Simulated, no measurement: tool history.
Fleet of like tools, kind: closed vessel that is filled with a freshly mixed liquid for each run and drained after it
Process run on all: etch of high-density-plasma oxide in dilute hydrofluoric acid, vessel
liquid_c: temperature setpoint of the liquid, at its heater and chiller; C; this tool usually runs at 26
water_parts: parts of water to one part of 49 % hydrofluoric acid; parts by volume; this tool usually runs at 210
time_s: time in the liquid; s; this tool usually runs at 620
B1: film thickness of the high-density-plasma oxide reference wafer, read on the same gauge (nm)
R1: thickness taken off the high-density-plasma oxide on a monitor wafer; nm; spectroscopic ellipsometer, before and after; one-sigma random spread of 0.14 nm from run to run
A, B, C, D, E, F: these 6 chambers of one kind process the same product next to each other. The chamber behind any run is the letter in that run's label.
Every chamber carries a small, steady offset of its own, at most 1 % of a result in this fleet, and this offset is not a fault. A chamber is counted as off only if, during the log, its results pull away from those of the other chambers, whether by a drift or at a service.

Run 1B, hour 10.6: usual settings; B1 50.009. Result: R1 20.328 nm.
Run 2E, hour 15.5: usual settings; B1 49.993. Result: R1 20.297 nm.
Run 3C, hour 24.1: usual settings; B1 50.016. Result: R1 20.15 nm.
Run 4F, hour 29.1: usual settings; B1 49.999. Result: R1 20.497 nm.
At hour 37.9: chamber E: hydrofluoric acid flow meter replaced.
Run 5A, hour 40.3: usual settings; B1 49.952. Result: R1 20.428 nm.
Run 6D, hour 46: usual settings but liquid_c 28 C, water_parts 145 parts by volume; B1 49.945. Result: R1 34.194 nm.
Run 7E, hour 56.6: usual settings but liquid_c 28 C, water_parts 145 parts by volume; B1 50.022. Result: R1 34.03 nm.
Run 8F, hour 67: usual settings but liquid_c 28 C, water_parts 145 parts by volume; B1 49.982. Result: R1 33.965 nm.
Run 9C, hour 78.3: usual settings but liquid_c 28 C, water_parts 145 parts by volume; B1 49.989. Result: R1 33.916 nm.
Run 10D, hour 83.4: usual settings but liquid_c 28 C, water_parts 145 parts by volume; B1 49.976. Result: R1 34.247 nm.
At hour 90.2: chamber C: hydrofluoric acid flow meter replaced.
Run 11B, hour 90.2: usual settings but liquid_c 28 C, water_parts 145 parts by volume; B1 50.063. Result: R1 34.422 nm.
At hour 95.6: chamber E: thermometer replaced.
Run 12A, hour 97.8: usual settings; B1 49.972. Result: R1 20.729 nm.
At hour 98.1: chamber B: hydrofluoric acid flow meter replaced.
Run 13E, hour 105.8: usual settings; B1 50.007. Result: R1 20.638 nm.
Run 14A, hour 110.9: usual settings; B1 50.026. Result: R1 20.528 nm.
Run 15F, hour 121.4: usual settings; B1 50.015. Result: R1 20.6 nm.
Run 16D, hour 129.9: usual settings; B1 50.011. Result: R1 20.235 nm.
Run 17C, hour 140: usual settings; B1 50.044. Result: R1 20.11 nm.
Run 18B, hour 148.1: usual settings; B1 50.002. Result: R1 20.278 nm.
Run 19C, hour 159.3: usual settings but liquid_c 22.5 C; B1 49.976. Result: R1 17.695 nm.
Run 20D, hour 170.1: usual settings but liquid_c 22.5 C; B1 49.969. Result: R1 18.026 nm.
Run 21E, hour 175.9: usual settings but liquid_c 22.5 C; B1 50.004. Result: R1 17.964 nm.
Run 22B, hour 182.9: usual settings but liquid_c 22.5 C; B1 49.991. Result: R1 17.968 nm.
Run 23A, hour 188.4: usual settings but liquid_c 22.5 C; B1 50.015. Result: R1 17.797 nm.
Run 24F, hour 198.6: usual settings but liquid_c 22.5 C; B1 49.985. Result: R1 18.075 nm.
At hour 208.8: chamber F: thermometer replaced.
Run 25B, hour 209.1: usual settings; B1 49.996. Result: R1 20.174 nm.
Run 26C, hour 218.6: usual settings; B1 49.988. Result: R1 20.209 nm.
Run 27A, hour 229.9: usual settings; B1 50.013. Result: R1 19.681 nm.
Run 28F, hour 238: usual settings; B1 50.01. Result: R1 20.493 nm.
Run 29E, hour 249.2: usual settings; B1 50.007. Result: R1 20.539 nm.
Run 30D, hour 256: usual settings but liquid_c 23.5 C, water_parts 295 parts by volume; B1 49.947. Result: R1 12.126 nm.
Run 31E, hour 263.1: usual settings but liquid_c 23.5 C, water_parts 295 parts by volume; B1 49.995. Result: R1 12.054 nm.
Run 32C, hour 272.2: usual settings but liquid_c 23.5 C, water_parts 295 parts by volume; B1 49.991. Result: R1 12.146 nm.
Run 33B, hour 283.3: usual settings but liquid_c 23.5 C, water_parts 295 parts by volume; B1 50.017. Result: R1 12.124 nm.
Run 34F, hour 290.3: usual settings but liquid_c 23.5 C, water_parts 295 parts by volume; B1 50.025. Result: R1 12.162 nm.
Run 35A, hour 296.8: usual settings but liquid_c 23.5 C, water_parts 295 parts by volume; B1 49.99. Result: R1 11.533 nm.
Run 36D, hour 303.8: usual settings but time_s 910 s; B1 50.061. Result: R1 29.37 nm.
Run 37D, hour 311.7: usual settings but time_s 910 s; B1 50.006. Result: R1 30.319 nm.
Run 38C, hour 319.7: usual settings but time_s 910 s; B1 49.962. Result: R1 29.44 nm.
Run 39F, hour 326.2: usual settings but time_s 910 s; B1 49.932. Result: R1 29.99 nm.
Run 40A, hour 335.3: usual settings but time_s 910 s; B1 49.963. Result: R1 27.859 nm.
Run 41E, hour 343.2: usual settings but time_s 910 s; B1 50.044. Result: R1 30.019 nm.
Run 42B, hour 350.2: usual settings; B1 50.008. Result: R1 20.456 nm.
Run 43C, hour 361.7: usual settings; B1 49.975. Result: R1 19.901 nm.

Next, every chamber runs the same settings. What will each give?
Run 44A, hour 369.9: usual settings but water_parts 175 parts by volume. Result: R1 ?.
Run 44B, hour 369.9: usual settings but water_parts 175 parts by volume. Result: R1 ?.
Run 44C, hour 369.9: usual settings but water_parts 175 parts by volume. Result: R1 ?.
Run 44D, hour 369.9: usual settings but water_parts 175 parts by volume. Result: R1 ?.
Run 44E, hour 369.9: usual settings but water_parts 175 parts by volume. Result: R1 ?.
Run 44F, hour 369.9: usual settings but water_parts 175 parts by volume. Result: R1 ?.

run      R1
44A  23.454
44B  25.787
44C  24.676
44D  25.237
44E    25.5
44F  25.553

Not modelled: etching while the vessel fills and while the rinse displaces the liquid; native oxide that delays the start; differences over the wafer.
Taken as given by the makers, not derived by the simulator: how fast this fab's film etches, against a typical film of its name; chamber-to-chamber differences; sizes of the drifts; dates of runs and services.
